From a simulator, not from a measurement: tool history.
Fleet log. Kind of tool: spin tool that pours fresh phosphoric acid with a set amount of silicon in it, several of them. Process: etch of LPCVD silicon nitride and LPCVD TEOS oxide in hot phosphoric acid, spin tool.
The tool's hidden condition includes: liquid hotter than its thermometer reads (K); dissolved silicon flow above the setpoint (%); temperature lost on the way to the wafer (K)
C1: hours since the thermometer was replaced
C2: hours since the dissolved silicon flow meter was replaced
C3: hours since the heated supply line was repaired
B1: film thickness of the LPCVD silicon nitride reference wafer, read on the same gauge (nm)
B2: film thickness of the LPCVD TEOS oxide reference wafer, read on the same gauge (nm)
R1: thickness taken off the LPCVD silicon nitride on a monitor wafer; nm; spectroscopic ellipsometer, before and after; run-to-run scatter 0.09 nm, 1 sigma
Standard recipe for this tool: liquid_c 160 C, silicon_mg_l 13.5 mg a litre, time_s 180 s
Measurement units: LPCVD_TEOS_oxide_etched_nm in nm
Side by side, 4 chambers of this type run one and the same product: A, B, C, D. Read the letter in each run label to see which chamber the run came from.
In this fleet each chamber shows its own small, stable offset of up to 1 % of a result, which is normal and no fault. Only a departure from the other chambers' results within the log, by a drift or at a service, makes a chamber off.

{"run": "1B", "hour": 7.2, "liquid_c": 160, "silicon_mg_l": 13.5, "time_s": 180, "C1": 777.4, "C2": 283.5, "C3": 1204.4, "B1": 139.98, "B2": 79.947, "R1": 15.145, "LPCVD_TEOS_oxide_etched_nm": 0.30264}
{"run": "2A", "hour": 14.4, "liquid_c": 160, "silicon_mg_l": 13.5, "time_s": 180, "C1": 547, "C2": 363.4, "C3": 16, "B1": 140, "B2": 80.037, "R1": 15.345, "LPCVD_TEOS_oxide_etched_nm": 0.37786}
{"run": "3C", "hour": 25.7, "liquid_c": 160, "silicon_mg_l": 13.5, "time_s": 180, "C1": 2731.9, "C2": 1245.6, "C3": 1696.9, "B1": 139.99, "B2": 80.035, "R1": 15.32, "LPCVD_TEOS_oxide_etched_nm": 0.33188}
{"run": "4D", "hour": 33.9, "liquid_c": 160, "silicon_mg_l": 13.5, "time_s": 180, "C1": 444.8, "C2": 1487.3, "C3": 918.8, "B1": 140.02, "B2": 79.986, "R1": 15.301, "LPCVD_TEOS_oxide_etched_nm": 0.39419}
{"run": "5A", "hour": 46.2, "liquid_c": 160, "silicon_mg_l": 13.5, "time_s": 180, "C1": 578.8, "C2": 395.2, "C3": 47.8, "B1": 139.99, "B2": 80.005, "R1": 15.508, "LPCVD_TEOS_oxide_etched_nm": 0.37809}
{"run": "6C", "hour": 57.2, "liquid_c": 162.5, "silicon_mg_l": 5, "time_s": 180, "C1": 2763.4, "C2": 1277.1, "C3": 1728.4, "B1": 139.99, "B2": 79.985, "R1": 16.673, "LPCVD_TEOS_oxide_etched_nm": 0.4491}
{"run": "7B", "hour": 69.3, "liquid_c": 162.5, "silicon_mg_l": 5, "time_s": 180, "C1": 839.5, "C2": 345.6, "C3": 1266.5, "B1": 140.06, "B2": 79.982, "R1": 16.632, "LPCVD_TEOS_oxide_etched_nm": 0.51435}
{"run": "8D", "hour": 80.6, "liquid_c": 162.5, "silicon_mg_l": 5, "time_s": 180, "C1": 491.5, "C2": 1534, "C3": 965.5, "B1": 139.99, "B2": 79.998, "R1": 16.815, "LPCVD_TEOS_oxide_etched_nm": 0.4634}
{"run": "9B", "hour": 87.1, "liquid_c": 162.5, "silicon_mg_l": 5, "time_s": 180, "C1": 857.3, "C2": 363.4, "C3": 1284.3, "B1": 140.01, "B2": 79.958, "R1": 16.498, "LPCVD_TEOS_oxide_etched_nm": 0.48906}
{"run": "10C", "hour": 93.8, "liquid_c": 160, "silicon_mg_l": 13.5, "time_s": 180, "C1": 2800, "C2": 1313.7, "C3": 1765, "B1": 140.04, "B2": 79.98, "R1": 15.34, "LPCVD_TEOS_oxide_etched_nm": 0.37928}
{"run": "11A", "hour": 100.6, "liquid_c": 160, "silicon_mg_l": 13.5, "time_s": 180, "C1": 633.2, "C2": 449.6, "C3": 102.2, "B1": 140.03, "B2": 80.011, "R1": 15.432, "LPCVD_TEOS_oxide_etched_nm": 0.28665}
{"run": "12D", "hour": 109.7, "liquid_c": 160, "silicon_mg_l": 13.5, "time_s": 180, "C1": 520.6, "C2": 1563.1, "C3": 994.6, "B1": 139.96, "B2": 79.994, "R1": 15.324, "LPCVD_TEOS_oxide_etched_nm": 0.30278}
{"run": "13A", "hour": 120.9, "liquid_c": 160, "silicon_mg_l": 13.5, "time_s": 180, "C1": 653.5, "C2": 469.9, "C3": 122.5, "B1": 140, "B2": 80.001, "R1": 15.605, "LPCVD_TEOS_oxide_etched_nm": 0.39272}
{"run": "14B", "hour": 131.4, "liquid_c": 160, "silicon_mg_l": 13.5, "time_s": 180, "C1": 901.6, "C2": 407.7, "C3": 1328.6, "B1": 140.03, "B2": 79.999, "R1": 15.102, "LPCVD_TEOS_oxide_etched_nm": 0.27725}
{"hour": 133.7, "done": "chamber C: thermometer replaced"}
{"run": "15C", "hour": 141.9, "liquid_c": 160, "silicon_mg_l": 13.5, "time_s": 180, "C1": 8.2, "C2": 1361.8, "C3": 1813.1, "B1": 140.03, "B2": 79.979, "R1": 15.486, "LPCVD_TEOS_oxide_etched_nm": 0.35413}
{"run": "16D", "hour": 149.0, "liquid_c": 160, "silicon_mg_l": 13.5, "time_s": 180, "C1": 559.9, "C2": 1602.4, "C3": 1033.9, "B1": 140.02, "B2": 79.994, "R1": 15.319, "LPCVD_TEOS_oxide_etched_nm": 0.33995}
{"run": "17C", "hour": 159.9, "liquid_c": 160, "silicon_mg_l": 13.5, "time_s": 180, "C1": 26.2, "C2": 1379.8, "C3": 1831.1, "B1": 139.98, "B2": 79.989, "R1": 15.306, "LPCVD_TEOS_oxide_etched_nm": 0.31345}
{"run": "18D", "hour": 167.1, "liquid_c": 160, "silicon_mg_l": 13.5, "time_s": 180, "C1": 578, "C2": 1620.5, "C3": 1052, "B1": 139.98, "B2": 79.973, "R1": 15.322, "LPCVD_TEOS_oxide_etched_nm": 0.31412}
{"run": "19B", "hour": 179.8, "liquid_c": 160, "silicon_mg_l": 13.5, "time_s": 180, "C1": 950, "C2": 456.1, "C3": 1377, "B1": 140.05, "B2": 79.969, "R1": 14.954, "LPCVD_TEOS_oxide_etched_nm": 0.34251}
{"hour": 187.0, "done": "chamber C: heated supply line repaired"}
{"hour": 190.5, "done": "chamber A: dissolved silicon flow meter replaced"}
{"run": "20A", "hour": 191.9, "liquid_c": 160, "silicon_mg_l": 13.5, "time_s": 180, "C1": 724.5, "C2": 1.5, "C3": 193.5, "B1": 139.96, "B2": 80.047, "R1": 15.501, "LPCVD_TEOS_oxide_etched_nm": 0.368}
{"run": "21B", "hour": 204.1, "liquid_c": 160, "silicon_mg_l": 13.5, "time_s": 180, "C1": 974.3, "C2": 480.4, "C3": 1401.3, "B1": 140.03, "B2": 80.016, "R1": 14.925, "LPCVD_TEOS_oxide_etched_nm": 0.3159}
{"run": "22D", "hour": 215.1, "liquid_c": 160, "silicon_mg_l": 13.5, "time_s": 180, "C1": 626, "C2": 1668.5, "C3": 1100, "B1": 140.01, "B2": 79.955, "R1": 15.419, "LPCVD_TEOS_oxide_etched_nm": 0.36033}
{"run": "23C", "hour": 227.9, "liquid_c": 162, "silicon_mg_l": 13.5, "time_s": 180, "C1": 94.2, "C2": 1447.8, "C3": 40.9, "B1": 139.99, "B2": 80.002, "R1": 16.368, "LPCVD_TEOS_oxide_etched_nm": 0.34309}
{"run": "24A", "hour": 239.8, "liquid_c": 162, "silicon_mg_l": 13.5, "time_s": 180, "C1": 772.4, "C2": 49.4, "C3": 241.4, "B1": 140.01, "B2": 80.016, "R1": 16.418, "LPCVD_TEOS_oxide_etched_nm": 0.34592}
{"hour": 239.9, "done": "chamber D: thermometer replaced"}
{"run": "25D", "hour": 248.2, "liquid_c": 162, "silicon_mg_l": 13.5, "time_s": 180, "C1": 8.4, "C2": 1701.6, "C3": 1133.1, "B1": 139.98, "B2": 79.995, "R1": 16.412, "LPCVD_TEOS_oxide_etched_nm": 0.47471}
{"hour": 256.4, "done": "chamber D: dissolved silicon flow meter replaced"}
{"run": "26B", "hour": 259.0, "liquid_c": 162, "silicon_mg_l": 13.5, "time_s": 180, "C1": 1029.2, "C2": 535.3, "C3": 1456.2, "B1": 140.01, "B2": 79.997, "R1": 15.812, "LPCVD_TEOS_oxide_etched_nm": 0.32689}
{"run": "27C", "hour": 270.8, "liquid_c": 162, "silicon_mg_l": 13.5, "time_s": 180, "C1": 137.1, "C2": 1490.7, "C3": 83.8, "B1": 139.95, "B2": 80.023, "R1": 16.324, "LPCVD_TEOS_oxide_etched_nm": 0.49899}
{"run": "28A", "hour": 279.0, "liquid_c": 162, "silicon_mg_l": 13.5, "time_s": 180, "C1": 811.6, "C2": 88.6, "C3": 280.6, "B1": 140.04, "B2": 80.003, "R1": 16.787, "LPCVD_TEOS_oxide_etched_nm": 0.32234}
{"run": "29A", "hour": 291.9, "liquid_c": 162, "silicon_mg_l": 13.5, "time_s": 180, "C1": 824.5, "C2": 101.5, "C3": 293.5, "B1": 139.99, "B2": 79.994, "R1": 16.352, "LPCVD_TEOS_oxide_etched_nm": 0.33274}
{"run": "30B", "hour": 301.8, "liquid_c": 162, "silicon_mg_l": 13.5, "time_s": 180, "C1": 1072, "C2": 578.1, "C3": 1499, "B1": 139.99, "B2": 79.959, "R1": 15.549, "LPCVD_TEOS_oxide_etched_nm": 0.33964}
{"run": "31C", "hour": 309.3, "liquid_c": 160, "silicon_mg_l": 13.5, "time_s": 180, "C1": 175.6, "C2": 1529.2, "C3": 122.3, "B1": 140.05, "B2": 79.979, "R1": 15.345, "LPCVD_TEOS_oxide_etched_nm": 0.32825}
{"hour": 315.2, "done": "chamber C: dissolved silicon flow meter replaced"}
{"run": "32D", "hour": 316.0, "liquid_c": 160, "silicon_mg_l": 13.5, "time_s": 180, "C1": 76.2, "C2": 59.7, "C3": 1200.9, "B1": 140, "B2": 80.009, "R1": 15.418, "LPCVD_TEOS_oxide_etched_nm": 0.35536}
{"run": "33A", "hour": 324.7, "liquid_c": 160, "silicon_mg_l": 23.5, "time_s": 75, "C1": 857.3, "C2": 134.3, "C3": 326.3, "B1": 139.96, "B2": 80.018, "R1": 6.4015, "LPCVD_TEOS_oxide_etched_nm": 0.11198}
{"run": "34B", "hour": 331.1, "liquid_c": 160, "silicon_mg_l": 23.5, "time_s": 75, "C1": 1101.3, "C2": 607.4, "C3": 1528.3, "B1": 139.99, "B2": 80.006, "R1": 6.0973, "LPCVD_TEOS_oxide_etched_nm": 0.1122}
{"run": "35D", "hour": 340.9, "liquid_c": 160, "silicon_mg_l": 23.5, "time_s": 75, "C1": 101.1, "C2": 84.6, "C3": 1225.8, "B1": 139.99, "B2": 79.991, "R1": 6.4192, "LPCVD_TEOS_oxide_etched_nm": 0.12875}
{"run": "36C", "hour": 350.9, "liquid_c": 160, "silicon_mg_l": 23.5, "time_s": 75, "C1": 217.2, "C2": 35.8, "C3": 163.9, "B1": 140.02, "B2": 79.98, "R1": 6.4079, "LPCVD_TEOS_oxide_etched_nm": 0.11009}

Each of the 4 chambers runs these same settings next. Fill in every chamber's results:
{"run": "37A", "hour": 360.1, "liquid_c": 160, "silicon_mg_l": 13.5, "time_s": 180, "R1": "?", "LPCVD_TEOS_oxide_etched_nm": "?"}
{"run": "37B", "hour": 360.1, "liquid_c": 160, "silicon_mg_l": 13.5, "time_s": 180, "R1": "?", "LPCVD_TEOS_oxide_etched_nm": "?"}
{"run": "37C", "hour": 360.1, "liquid_c": 160, "silicon_mg_l": 13.5, "time_s": 180, "R1": "?", "LPCVD_TEOS_oxide_etched_nm": "?"}
{"run": "37D", "hour": 360.1, "liquid_c": 160, "silicon_mg_l": 13.5, "time_s": 180, "R1": "?", "LPCVD_TEOS_oxide_etched_nm": "?"}

run=37A R1=15.275 LPCVD_TEOS_oxide_etched_nm=0.31298
run=37B R1=14.364 LPCVD_TEOS_oxide_etched_nm=0.2922
run=37C R1=15.298 LPCVD_TEOS_oxide_etched_nm=0.38633
run=37D R1=15.468 LPCVD_TEOS_oxide_etched_nm=0.35327
